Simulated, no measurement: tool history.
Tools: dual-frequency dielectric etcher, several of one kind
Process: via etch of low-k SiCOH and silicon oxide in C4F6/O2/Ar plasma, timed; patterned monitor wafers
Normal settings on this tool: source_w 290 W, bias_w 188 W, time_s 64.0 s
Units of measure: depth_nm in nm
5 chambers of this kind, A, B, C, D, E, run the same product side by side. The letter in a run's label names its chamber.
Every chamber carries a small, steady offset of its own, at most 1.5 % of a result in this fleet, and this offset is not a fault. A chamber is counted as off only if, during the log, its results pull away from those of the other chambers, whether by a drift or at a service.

run   hour  source_w  bias_w  time_s  read-back reference wafer on the same gauge, depth_nm  depth_nm
 1B   13.0       290     188    64.0                                                 162.15    159.82
 2C   26.0       290     188    64.0                                                 161.77    159.75
 3E   38.7       290     188    64.0                                                 162.00    160.17
      39.1  -- chamber A: wet clean of the chamber
 4A   45.0       290     188    64.0                                                 161.96    161.34
 5D   52.9       290     188    64.0                                                 161.82    158.54
      57.1  -- chamber D: wet clean of the chamber
 6E   60.4       290     188    64.0                                                 161.89    159.62
 7A   67.5       290     188    64.0                                                 162.23    161.21
 8C   75.7       290     188    64.0                                                 161.97    160.16
 9B   87.4       290     188    64.0                                                 161.93    159.40
10D   97.5       230     188    64.0                                                 161.93    144.84
11C  107.4       230     188    64.0                                                 162.14    147.27
12D  120.0       230     188    64.0                                                 162.11    144.81
13A  129.4       230     188    64.0                                                 162.02    147.47
14E  136.3       230     188    64.0                                                 162.10    145.90
15B  147.6       290     188    64.0                                                 161.79    158.64
16E  158.7       290     188    64.0                                                 161.97    159.68
     163.6  -- chamber B: wet clean of the chamber
17B  168.6       290     188    64.0                                                 161.96    160.20
18A  176.7       290     157    80.0                                                 162.09    190.85
19D  187.9       290     157    80.0                                                 162.36    186.94
20C  200.9       290     157    80.0                                                 161.86    188.41
21E  208.3       290     157    80.0                                                 161.93    189.37
22B  214.1       290     157    80.0                                                 162.14    189.45
23A  221.8       290     188    81.5                                                 161.84    205.49
24C  230.6       290     188    81.5                                                 162.08    202.70
25D  242.1       290     188    81.5                                                 162.08    201.84
26B  249.3       290     188    81.5                                                 162.04    203.52
27C  260.4       290     188    81.5                                                 162.06    204.77
     268.9  -- chamber C: wet clean of the chamber
28D  273.0       290     188    64.0                                                 161.92    157.17
29E  284.2       290     188    64.0                                                 162.02    164.00
30A  294.5       290     188    64.0                                                 161.95    161.94
31B  307.7       290     188    64.0                                                 162.03    160.29
32D  315.9       290     188    64.0                                                 161.82    158.86
33E  325.3       290     188    64.0                                                 162.04    165.49
34A  334.1       290     223    64.0                                                 162.16    171.76
35C  341.7       290     223    64.0                                                 162.02    171.55
36A  349.6       290     223    64.0                                                 161.88    170.68

Does one chamber stand apart from the rest, does the shared gauge drift, or is all well apart from small per-chamber offsets? Give the chamber and the most likely cause, where there is one.

It is chamber E that slowly wanders off from its peers.
Likeliest cause: etch rate over this chamber's usual, % = 3.82.

Which of the 4 candidates below, each the usual settings with something changed and its results left as question marks, puts chamber E back in line with what the other chambers give on the usual settings?
Counts as in line when no further than this from what the other chambers average on the usual settings: depth_nm 3.00 nm
37E-1  359.2       290     188    66.0                                                                ?
37E-2  359.2       290     188    68.5                                                                ?
37E-3  359.2       290     187    62.0                                                                ?
37E-4  359.2       290     188    60.0                                                                ?

Other chambers, usual settings, mean: depth_nm 160.07 nm
  run  depth_nm
37E-1    170.98
37E-2    177.46
37E-3    160.34
37E-4    155.44
37E-3 is the one that brings the chamber's results back in line with the other chambers.
